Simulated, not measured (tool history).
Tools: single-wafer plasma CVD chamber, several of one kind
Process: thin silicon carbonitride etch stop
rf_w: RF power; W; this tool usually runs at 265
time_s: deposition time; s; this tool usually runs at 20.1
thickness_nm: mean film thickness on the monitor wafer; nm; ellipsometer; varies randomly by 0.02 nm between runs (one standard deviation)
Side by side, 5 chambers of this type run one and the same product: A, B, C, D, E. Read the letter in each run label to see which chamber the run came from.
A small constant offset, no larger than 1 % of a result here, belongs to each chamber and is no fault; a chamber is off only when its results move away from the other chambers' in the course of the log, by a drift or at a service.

run   hour  rf_w  time_s  hours since the last thermocouple change  hours since the last RF generator calibration  read-back reference wafer on the same gauge, thickness_nm  thickness_nm
 1B    6.0   265    20.1                                     199.6                                          559.9                                                     13.798        12.462
 2E   12.6   265    20.1                                     828.1                                          491.8                                                     13.812        12.496
 3C   19.7   265    20.1                                     476.1                                         1034.8                                                     13.809        12.318
 4A   25.7   265    20.1                                     880.2                                          865.5                                                     13.807        12.483
 5D   31.9   265    20.1                                    1815.1                                          387.2                                                     13.816        12.544
 6D   36.0   265    20.1                                    1819.2                                          391.3                                                     13.816        12.540
 7E   41.9   265    20.1                                     857.4                                          521.1                                                     13.821        12.473
      46.9  -- chamber A: thermocouple changed; heater temperature recalibrated
 8C   47.6   265    20.1                                     504.0                                         1062.7                                                     13.817        12.367
 9B   52.6   265    20.1                                     246.2                                          606.5                                                     13.819        12.481
10A   58.7   265    18.1                                      11.8                                          898.5                                                     13.825        11.261
11A   63.5   265    18.1                                      16.6                                          903.3                                                     13.824        11.268
12D   68.8   265    18.1                                    1852.0                                          424.1                                                     13.827        11.258
13B   73.2   265    18.1                                     266.8                                          627.1                                                     13.829        11.232
14C   78.4   265    18.1                                     534.8                                         1093.5                                                     13.834        11.125
15E   85.6   265    20.1                                     901.1                                          564.8                                                     13.832        12.550
16E   92.7   265    20.1                                     908.2                                          571.9                                                     13.836        12.511
17B  100.0   265    20.1                                     293.6                                          653.9                                                     13.846        12.482
18C  105.7   265    20.1                                     562.1                                         1120.8                                                     13.835        12.395
19A  110.9   265    20.1                                      64.0                                          950.7                                                     13.844        12.523
20D  115.6   265    20.1                                    1898.8                                          470.9                                                     13.841        12.601
21A  120.1   265    20.1                                      73.2                                          959.9                                                     13.848        12.536
22C  125.4   300    21.9                                     581.8                                         1140.5                                                     13.844        14.007
23B  130.9   300    21.9                                     324.5                                          684.8                                                     13.852        14.133
24D  138.6   300    21.9                                    1921.8                                          493.9                                                     13.859        14.222
25E  145.9   300    21.9                                     961.4                                          625.1                                                     13.858        14.173
26E  152.1   300    21.9                                     967.6                                          631.3                                                     13.860        14.200
27A  156.1   215    23.9                                     109.2                                          995.9                                                     13.858        13.990
28D  163.2   215    23.9                                    1946.4                                          518.5                                                     13.868        14.136
29C  168.8   215    23.9                                     625.2                                         1183.9                                                     13.866        13.851
30B  175.9   215    23.9                                     369.5                                          729.8                                                     13.868        13.968
31B  182.1   215    23.9                                     375.7                                          736.0                                                     13.868        14.000
32D  188.1   265    20.1                                    1971.3                                          543.4                                                     13.875        12.583
33A  193.0   265    20.1                                     146.1                                         1032.8                                                     13.878        12.530
34E  198.7   265    20.1                                    1014.2                                          677.9                                                     13.877        12.590
35C  204.8   265    20.1                                     661.2                                         1219.9                                                     13.877        12.409
36E  211.2   265    20.1                                    1026.7                                          690.4                                                     13.884        12.583
37B  215.6   265    20.1                                     409.2                                          769.5                                                     13.888        12.530
38D  219.8   265    20.1                                    2003.0                                          575.1                                                     13.888        12.632
39A  223.3   265    20.1                                     176.4                                         1063.1                                                     13.882        12.557

Has any chamber moved away from the others, gradually or after a service, or does the common gauge drift, or do the chambers differ only by their own small steady offsets? State the chamber and the most likely cause if one applies.

It is the gauge, not a chamber: its drift shows up in every chamber's results at once, and no chamber is off.
What lies behind it: gauge reads high (%) = 0.647.

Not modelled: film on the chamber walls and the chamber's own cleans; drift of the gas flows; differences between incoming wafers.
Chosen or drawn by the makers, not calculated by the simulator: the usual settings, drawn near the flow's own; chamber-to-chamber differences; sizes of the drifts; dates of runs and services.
